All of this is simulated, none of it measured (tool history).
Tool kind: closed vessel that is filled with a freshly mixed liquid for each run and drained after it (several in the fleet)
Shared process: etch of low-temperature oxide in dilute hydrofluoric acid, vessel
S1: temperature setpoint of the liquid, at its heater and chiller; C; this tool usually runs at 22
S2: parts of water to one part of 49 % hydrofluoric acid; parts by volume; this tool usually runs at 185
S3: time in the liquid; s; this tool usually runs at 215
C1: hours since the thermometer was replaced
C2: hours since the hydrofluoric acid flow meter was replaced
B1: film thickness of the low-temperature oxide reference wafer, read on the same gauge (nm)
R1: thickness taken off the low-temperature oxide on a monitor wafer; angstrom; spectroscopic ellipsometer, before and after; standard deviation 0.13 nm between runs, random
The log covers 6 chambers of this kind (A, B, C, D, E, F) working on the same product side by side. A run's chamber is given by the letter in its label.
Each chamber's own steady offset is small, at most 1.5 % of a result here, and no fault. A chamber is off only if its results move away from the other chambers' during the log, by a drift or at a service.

Run 1D, hour 6.2: usual settings; C1 317; C2 629.1; B1 110.02. Result: R1 188.29 angstrom.
Run 2B, hour 12.6: usual settings; C1 554.8; C2 868; B1 110.04. Result: R1 185.18 angstrom.
Run 3E, hour 19.8: usual settings; C1 269.8; C2 1501.5; B1 110. Result: R1 185.36 angstrom.
Run 4C, hour 26: usual settings; C1 973.9; C2 1010.4; B1 110.04. Result: R1 187.49 angstrom.
Run 5A, hour 32.6: usual settings but S2 130 parts by volume, S3 290 s; C1 471.7; C2 76.5; B1 109.98. Result: R1 376.27 angstrom.
Run 6F, hour 37.4: usual settings but S2 130 parts by volume, S3 290 s; C1 377.7; C2 158.6; B1 110.01. Result: R1 388.06 angstrom.
Run 7F, hour 45.3: usual settings but S2 130 parts by volume, S3 290 s; C1 385.6; C2 166.5; B1 109.98. Result: R1 384.99 angstrom.
Run 8C, hour 50.2: usual settings but S2 130 parts by volume, S3 290 s; C1 998.1; C2 1034.6; B1 109.95. Result: R1 380.8 angstrom.
Run 9D, hour 54.7: usual settings but S2 130 parts by volume, S3 290 s; C1 365.5; C2 677.6; B1 109.97. Result: R1 378.11 angstrom.
Run 10E, hour 62.1: usual settings but S2 130 parts by volume, S3 290 s; C1 312.1; C2 1543.8; B1 110.02. Result: R1 381.39 angstrom.
Run 11A, hour 67.6: usual settings; C1 506.7; C2 111.5; B1 110.01. Result: R1 189.96 angstrom.
Run 12B, hour 72.7: usual settings; C1 614.9; C2 928.1; B1 109.99. Result: R1 186.86 angstrom.
Run 13A, hour 80.4: usual settings; C1 519.5; C2 124.3; B1 109.98. Result: R1 190.56 angstrom.
Run 14B, hour 87.1: usual settings; C1 629.3; C2 942.5; B1 109.98. Result: R1 189.19 angstrom.
Run 15C, hour 93.4: usual settings; C1 1041.3; C2 1077.8; B1 110.01. Result: R1 186.24 angstrom.
Run 16F, hour 101.4: usual settings; C1 441.7; C2 222.6; B1 109.99. Result: R1 190.99 angstrom.
Run 17E, hour 105.6: usual settings; C1 355.6; C2 1587.3; B1 109.99. Result: R1 186.59 angstrom.
Run 18D, hour 112.9: usual settings; C1 423.7; C2 735.8; B1 109.96. Result: R1 185.16 angstrom.
Run 19B, hour 117.5: usual settings; C1 659.7; C2 972.9; B1 110.03. Result: R1 188.48 angstrom.
Run 20E, hour 122.4: usual settings; C1 372.4; C2 1604.1; B1 110.02. Result: R1 188.13 angstrom.
Run 21F, hour 130.6: usual settings; C1 470.9; C2 251.8; B1 109.96. Result: R1 187.91 angstrom.
Run 22D, hour 137.7: usual settings; C1 448.5; C2 760.6; B1 109.96. Result: R1 183.85 angstrom.
Run 23A, hour 145.2: usual settings; C1 584.3; C2 189.1; B1 110.01. Result: R1 193.72 angstrom.
Run 24C, hour 153.9: usual settings; C1 1101.8; C2 1138.3; B1 110.03. Result: R1 189.34 angstrom.
Run 25E, hour 159.8: usual settings; C1 409.8; C2 1641.5; B1 109.97. Result: R1 186.03 angstrom.
Run 26D, hour 164.4: usual settings; C1 475.2; C2 787.3; B1 110. Result: R1 185.17 angstrom.
Run 27F, hour 170.2: usual settings; C1 510.5; C2 291.4; B1 109.95. Result: R1 188.84 angstrom.
At hour 173.7: chamber C: thermometer replaced.
Run 28B, hour 175.5: usual settings; C1 717.7; C2 1030.9; B1 109.97. Result: R1 186.87 angstrom.
Run 29C, hour 181: usual settings; C1 7.4; C2 1165.4; B1 110.02. Result: R1 185.8 angstrom.
Run 30A, hour 189.3: usual settings; C1 628.4; C2 233.2; B1 110.03. Result: R1 201.15 angstrom.
Run 31A, hour 197.2: usual settings; C1 636.3; C2 241.1; B1 110.01. Result: R1 199.18 angstrom.
Run 32D, hour 204.1: usual settings but S1 25 C, S3 100 s; C1 514.9; C2 827; B1 110. Result: R1 96.526 angstrom.
Run 33B, hour 211.3: usual settings but S1 25 C, S3 100 s; C1 753.5; C2 1066.7; B1 110. Result: R1 96.698 angstrom.
Run 34E, hour 218.4: usual settings but S1 25 C, S3 100 s; C1 468.4; C2 1700.1; B1 109.95. Result: R1 97.953 angstrom.
Run 35F, hour 225.4: usual settings but S1 25 C, S3 100 s; C1 565.7; C2 346.6; B1 109.99. Result: R1 98.991 angstrom.
Run 36C, hour 230: usual settings but S1 25 C, S3 100 s; C1 56.4; C2 1214.4; B1 110. Result: R1 97.074 angstrom.
Run 37A, hour 236.3: usual settings but S1 25 C, S3 100 s; C1 675.4; C2 280.2; B1 109.96. Result: R1 104.83 angstrom.
Run 38B, hour 242.6: usual settings; C1 784.8; C2 1098; B1 109.99. Result: R1 188.21 angstrom.
Run 39D, hour 251.7: usual settings; C1 562.5; C2 874.6; B1 110. Result: R1 185.33 angstrom.
Run 40F, hour 260.6: usual settings but S3 260 s; C1 600.9; C2 381.8; B1 110.04. Result: R1 227.83 angstrom.

Read the log: is a single chamber off, either drifting away or since a service, is the gauge that measures every chamber drifting, or is nothing wrong beyond small per-chamber offsets? Name any odd chamber and what most likely caused it.

One chamber, A, drifts off from the rest bit by bit.
Cause: liquid hotter than its thermometer reads (K) = 2.58.
The log may not separate it from: hydrofluoric acid flow above the setpoint (%).

Here are 4 candidates for chamber A's next run, each the usual settings with a change, their results left as question marks. Which one brings its results back in line with what the others give on the usual settings?
A result is in line if it is within this distance of the other chambers' mean on the usual settings: R1 4.6 angstrom
Run 41A-1, hour 267.4: usual settings but S2 170 parts by volume, S3 235 s. Result: R1 ?.
Run 41A-2, hour 267.4: usual settings but S1 24.5 C. Result: R1 ?.
Run 41A-3, hour 267.4: usual settings but S2 200 parts by volume. Result: R1 ?.
Run 41A-4, hour 267.4: usual settings but S2 200 parts by volume, S3 195 s. Result: R1 ?.

Mean of the other chambers on the usual settings: R1 187.1 angstrom
  run      R1
41A-1  249.83
41A-2  226.62
41A-3   188.5
41A-4  170.96
The answer is 41A-3, which returns the chamber to within the allowed miss of the others.

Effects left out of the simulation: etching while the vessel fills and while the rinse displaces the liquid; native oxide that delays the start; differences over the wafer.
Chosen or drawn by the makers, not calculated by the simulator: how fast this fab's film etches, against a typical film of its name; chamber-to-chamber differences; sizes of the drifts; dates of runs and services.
